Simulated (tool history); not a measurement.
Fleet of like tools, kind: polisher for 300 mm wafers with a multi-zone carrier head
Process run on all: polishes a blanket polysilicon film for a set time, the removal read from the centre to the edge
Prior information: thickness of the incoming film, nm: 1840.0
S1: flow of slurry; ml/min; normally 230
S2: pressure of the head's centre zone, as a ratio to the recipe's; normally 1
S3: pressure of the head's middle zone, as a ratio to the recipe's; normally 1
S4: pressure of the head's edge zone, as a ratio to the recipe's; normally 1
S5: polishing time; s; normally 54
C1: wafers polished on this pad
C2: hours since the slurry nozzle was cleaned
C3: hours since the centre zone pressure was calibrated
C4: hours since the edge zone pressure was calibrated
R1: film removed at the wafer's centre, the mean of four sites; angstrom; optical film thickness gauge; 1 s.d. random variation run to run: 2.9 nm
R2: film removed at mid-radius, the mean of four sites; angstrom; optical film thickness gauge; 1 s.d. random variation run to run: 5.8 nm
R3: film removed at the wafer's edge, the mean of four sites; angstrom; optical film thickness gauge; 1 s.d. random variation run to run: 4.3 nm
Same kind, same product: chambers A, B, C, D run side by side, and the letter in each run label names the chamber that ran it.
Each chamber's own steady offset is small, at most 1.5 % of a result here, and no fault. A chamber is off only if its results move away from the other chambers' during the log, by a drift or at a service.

{"run": "1A", "hour": 9.2, "S1": 230, "S2": 1, "S3": 1, "S4": 1, "S5": 54, "C1": 1010, "C2": 82.5, "C3": 287.9, "C4": 621.6, "R1": 4106.3, "R2": 4106.1, "R3": 4102.1}
{"hour": 9.3, "done": "chamber A: worn pad replaced by a new one"}
{"hour": 11.3, "done": "chamber B: worn pad replaced by a new one"}
{"hour": 16.2, "done": "chamber D: worn pad replaced by a new one"}
{"run": "2B", "hour": 20.7, "S1": 230, "S2": 1, "S3": 1, "S4": 1, "S5": 54, "C1": 95, "C2": 353.6, "C3": 536, "C4": 35.8, "R1": 4102.3, "R2": 4055, "R3": 4040.1}
{"hour": 21.5, "done": "chamber D: slurry nozzle cleaned"}
{"run": "3C", "hour": 27.6, "S1": 230, "S2": 1, "S3": 1, "S4": 1, "S5": 54, "C1": 1121, "C2": 511.6, "C3": 1078.5, "C4": 421.9, "R1": 4068.7, "R2": 4091.1, "R3": 4167.5}
{"run": "4D", "hour": 39.8, "S1": 230, "S2": 1, "S3": 1, "S4": 1, "S5": 54, "C1": 238, "C2": 18.4, "C3": 519.6, "C4": 42.2, "R1": 4113.1, "R2": 4127.4, "R3": 4059.2}
{"hour": 46.3, "done": "chamber C: worn pad replaced by a new one"}
{"hour": 49.1, "done": "chamber D: centre zone pressure recalibrated"}
{"run": "5B", "hour": 49.2, "S1": 230, "S2": 1, "S3": 1, "S4": 1, "S5": 70, "C1": 383, "C2": 382.1, "C3": 564.5, "C4": 64.3, "R1": 5332.2, "R2": 5434.3, "R3": 5239.2}
{"run": "6A", "hour": 57.8, "S1": 230, "S2": 1, "S3": 1, "S4": 1, "S5": 70, "C1": 489, "C2": 131.1, "C3": 336.5, "C4": 670.2, "R1": 5324.9, "R2": 5269, "R3": 5381.2}
{"run": "7C", "hour": 64.2, "S1": 230, "S2": 1, "S3": 1, "S4": 1, "S5": 70, "C1": 181, "C2": 548.2, "C3": 1115.1, "C4": 458.5, "R1": 5338.1, "R2": 5379.1, "R3": 5370}
{"run": "8D", "hour": 70.7, "S1": 230, "S2": 1, "S3": 1, "S4": 1, "S5": 70, "C1": 549, "C2": 49.3, "C3": 21.6, "C4": 73.1, "R1": 5241.8, "R2": 5439.4, "R3": 5259.7}
{"run": "9C", "hour": 77.5, "S1": 230, "S2": 1, "S3": 1, "S4": 1, "S5": 54, "C1": 315, "C2": 561.5, "C3": 1128.4, "C4": 471.8, "R1": 4152.4, "R2": 4010, "R3": 4100.5}
{"run": "10D", "hour": 83.0, "S1": 230, "S2": 1, "S3": 1, "S4": 1, "S5": 54, "C1": 673, "C2": 61.6, "C3": 33.9, "C4": 85.4, "R1": 4092.6, "R2": 4011.9, "R3": 4034.3}
{"run": "11A", "hour": 92.7, "S1": 230, "S2": 1, "S3": 1, "S4": 0.91, "S5": 54, "C1": 841, "C2": 166, "C3": 371.4, "C4": 705.1, "R1": 4049.8, "R2": 4054.7, "R3": 3897.5}
{"hour": 93.6, "done": "chamber A: worn pad replaced by a new one"}
{"hour": 95.3, "done": "chamber C: centre zone pressure recalibrated"}
{"run": "12B", "hour": 99.8, "S1": 230, "S2": 1, "S3": 1, "S4": 0.91, "S5": 54, "C1": 893, "C2": 432.7, "C3": 615.1, "C4": 114.9, "R1": 4115.3, "R2": 4135.5, "R3": 3815.2}
{"run": "13A", "hour": 105.5, "S1": 230, "S2": 1, "S3": 1, "S4": 0.91, "S5": 54, "C1": 120, "C2": 178.8, "C3": 384.2, "C4": 717.9, "R1": 4031.6, "R2": 4090.1, "R3": 3865.8}
{"hour": 112.3, "done": "chamber B: worn pad replaced by a new one"}
{"run": "14B", "hour": 115.7, "S1": 230, "S2": 1, "S3": 1, "S4": 0.91, "S5": 54, "C1": 34, "C2": 448.6, "C3": 631, "C4": 130.8, "R1": 4050.7, "R2": 4125.6, "R3": 3792.7}
{"run": "15D", "hour": 125.0, "S1": 230, "S2": 1, "S3": 1, "S4": 1, "S5": 54, "C1": 1097, "C2": 103.6, "C3": 75.9, "C4": 127.4, "R1": 4090.8, "R2": 4134.2, "R3": 4111.7}
{"run": "16C", "hour": 132.5, "S1": 230, "S2": 1, "S3": 1, "S4": 1, "S5": 54, "C1": 869, "C2": 616.5, "C3": 37.3, "C4": 526.8, "R1": 3755.4, "R2": 4114.9, "R3": 4096.5}
{"run": "17B", "hour": 139.8, "S1": 230, "S2": 1, "S3": 1, "S4": 1, "S5": 54, "C1": 277, "C2": 472.7, "C3": 655.1, "C4": 154.9, "R1": 4075.5, "R2": 4087.6, "R3": 4089.7}
{"run": "18C", "hour": 145.6, "S1": 230, "S2": 1, "S3": 1, "S4": 1, "S5": 54, "C1": 1001, "C2": 629.6, "C3": 50.4, "C4": 539.9, "R1": 3790.2, "R2": 4071.9, "R3": 4061.1}
{"hour": 154.7, "done": "chamber D: worn pad replaced by a new one"}
{"run": "19D", "hour": 157.7, "S1": 230, "S2": 1, "S3": 1, "S4": 1, "S5": 54, "C1": 30, "C2": 136.3, "C3": 108.6, "C4": 160.1, "R1": 4108.4, "R2": 4041.6, "R3": 3961.6}
{"run": "20A", "hour": 168.7, "S1": 230, "S2": 1, "S3": 1, "S4": 1, "S5": 54, "C1": 757, "C2": 242, "C3": 447.4, "C4": 781.1, "R1": 4118.3, "R2": 3952.8, "R3": 4069.8}
{"hour": 171.0, "done": "chamber B: slurry nozzle cleaned"}
{"run": "21B", "hour": 175.1, "S1": 230, "S2": 1, "S3": 1, "S4": 1, "S5": 54, "C1": 633, "C2": 4.1, "C3": 690.4, "C4": 190.2, "R1": 4159.7, "R2": 4123.2, "R3": 4048.5}
{"hour": 179.2, "done": "chamber C: worn pad replaced by a new one"}
{"run": "22D", "hour": 185.0, "S1": 230, "S2": 1, "S3": 1, "S4": 1, "S5": 54, "C1": 305, "C2": 163.6, "C3": 135.9, "C4": 187.4, "R1": 4031.3, "R2": 4159.7, "R3": 4129.6}
{"run": "23A", "hour": 194.8, "S1": 230, "S2": 1, "S3": 1, "S4": 1, "S5": 54, "C1": 1020, "C2": 268.1, "C3": 473.5, "C4": 807.2, "R1": 4083.1, "R2": 4026, "R3": 4107.6}
{"hour": 196.0, "done": "chamber B: worn pad replaced by a new one"}
{"hour": 202.3, "done": "chamber A: worn pad replaced by a new one"}
{"run": "24C", "hour": 205.2, "S1": 230, "S2": 1, "S3": 1, "S4": 0.92, "S5": 70, "C1": 262, "C2": 689.2, "C3": 110, "C4": 599.5, "R1": 4936.2, "R2": 5362.2, "R3": 5131.1}
{"run": "25C", "hour": 212.1, "S1": 230, "S2": 1, "S3": 1, "S4": 0.92, "S5": 70, "C1": 332, "C2": 696.1, "C3": 116.9, "C4": 606.4, "R1": 4866.5, "R2": 5322.7, "R3": 5161.9}
{"run": "26B", "hour": 218.5, "S1": 230, "S2": 1, "S3": 1, "S4": 0.92, "S5": 70, "C1": 227, "C2": 47.5, "C3": 733.8, "C4": 233.6, "R1": 5311, "R2": 5441, "R3": 5034.8}
{"run": "27A", "hour": 225.5, "S1": 230, "S2": 1, "S3": 1, "S4": 0.92, "S5": 70, "C1": 234, "C2": 298.8, "C3": 504.2, "C4": 837.9, "R1": 5332.2, "R2": 5287.3, "R3": 5137.6}
{"run": "28D", "hour": 235.5, "S1": 180, "S2": 1, "S3": 1.07, "S4": 1, "S5": 54, "C1": 814, "C2": 214.1, "C3": 186.4, "C4": 237.9, "R1": 3878, "R2": 4157.5, "R3": 3936.2}
{"run": "29D", "hour": 244.4, "S1": 180, "S2": 1, "S3": 1.07, "S4": 1, "S5": 54, "C1": 904, "C2": 223, "C3": 195.3, "C4": 246.8, "R1": 3950.7, "R2": 4127.3, "R3": 3946.4}
{"run": "30C", "hour": 252.7, "S1": 180, "S2": 1, "S3": 1.07, "S4": 1, "S5": 54, "C1": 741, "C2": 736.7, "C3": 157.5, "C4": 647, "R1": 3653.4, "R2": 4261.7, "R3": 3944}

One chamber off, gauge drift, or nothing amiss beyond the chambers' own small offsets? If it is a chamber, which one, and what is the likeliest cause?

Chamber C came out of a service off from its peers and stayed that way.
Likeliest cause: centre zone's pressure below its setpoint, % = 7.22.

Chamber C could run next with any of the 4 candidate recipes listed below; each alters the usual settings, and their results appear as question marks. Which one brings its results back in line with what the other chambers deliver on the usual settings?
Counts as in line when no further than this from what the other chambers average on the usual settings: R1 100 angstrom; R2 200 angstrom; R3 150 angstrom
{"run": "31C-1", "hour": 261.4, "S1": 235, "S2": 1.06, "S3": 0.99, "S4": 0.98, "S5": 54, "R1": "?", "R2": "?", "R3": "?"}
{"run": "31C-2", "hour": 261.4, "S1": 240, "S2": 1.11, "S3": 0.99, "S4": 0.96, "S5": 54, "R1": "?", "R2": "?", "R3": "?"}
{"run": "31C-3", "hour": 261.4, "S1": 225, "S2": 0.9, "S3": 1.02, "S4": 1.04, "S5": 54, "R1": "?", "R2": "?", "R3": "?"}
{"run": "31C-4", "hour": 261.4, "S1": 225, "S2": 0.94, "S3": 1.01, "S4": 1.02, "S5": 54, "R1": "?", "R2": "?", "R3": "?"}

Other chambers, usual settings, mean: R1 4086.3 angstrom; R2 4086.3 angstrom; R3 4072.2 angstrom
run=31C-1 R1=4043.4 R2=4094.9 R3=4086.3
run=31C-2 R1=4263.9 R2=4104.4 R3=4051.1
run=31C-3 R1=3357.1 R2=4189 R3=4196.1
run=31C-4 R1=3522.5 R2=4150.5 R3=4153.9
With 31C-1, the chamber falls back in line with the rest.
